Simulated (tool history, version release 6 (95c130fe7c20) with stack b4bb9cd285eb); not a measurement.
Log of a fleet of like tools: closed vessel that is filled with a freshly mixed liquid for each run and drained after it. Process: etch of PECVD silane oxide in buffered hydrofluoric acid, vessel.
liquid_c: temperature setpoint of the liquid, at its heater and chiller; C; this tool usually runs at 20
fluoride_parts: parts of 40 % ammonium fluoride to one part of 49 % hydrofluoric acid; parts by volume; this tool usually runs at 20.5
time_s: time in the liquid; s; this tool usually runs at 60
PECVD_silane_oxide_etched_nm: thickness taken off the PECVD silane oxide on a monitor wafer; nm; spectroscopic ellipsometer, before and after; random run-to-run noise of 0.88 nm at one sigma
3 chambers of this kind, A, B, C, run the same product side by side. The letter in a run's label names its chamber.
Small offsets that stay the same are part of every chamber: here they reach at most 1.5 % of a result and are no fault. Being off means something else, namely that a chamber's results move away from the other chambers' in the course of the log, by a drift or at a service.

run	hour	liquid_c	fluoride_parts	time_s	read-back film thickness of the PECVD silane oxide reference wafer, read on the same gauge (nm)	PECVD_silane_oxide_etched_nm
1A	8.3	20	20.5	60	120.02	117.820
2C	19.3	20	20.5	60	120.01	119.160
3B	26.3	20	20.5	60	120.02	121.010
4A	35.9	20	20.5	60	120.01	118.420
5C	47.6	20	20.5	60	119.99	119.780
6B	56.4	17	20.5	35	120.01	59.424
7A	66.7	17	20.5	35	119.98	57.926
8B	78.3	17	20.5	35	119.99	59.438
9C	87.6	20	25.0	35	120.01	61.108
# hour 92.7: chamber A: hydrofluoric acid flow meter replaced
10A	94.7	20	25.0	35	120.00	62.245
11B	106.2	20	25.0	35	120.02	61.363
12C	115.1	20	20.5	60	119.99	118.820
13B	126.0	20	20.5	60	119.99	120.540
14C	132.8	20	20.5	60	120.02	118.810
15A	137.9	20	20.5	60	119.99	125.630
16A	145.8	20	20.5	60	120.04	126.990
17B	155.7	20	20.5	60	119.98	120.720
18C	162.0	17	20.5	75	120.01	125.520
19C	170.6	17	20.5	75	120.00	126.080
20A	178.5	17	20.5	75	120.00	136.900

Predict what each chamber gives when all 3 of them run the settings below next.
21A	186.9	20	20.5	60		?
21B	186.9	20	20.5	60		?
21C	186.9	20	20.5	60		?

run	PECVD_silane_oxide_etched_nm
21A	131.070
21B	120.760
21C	117.930
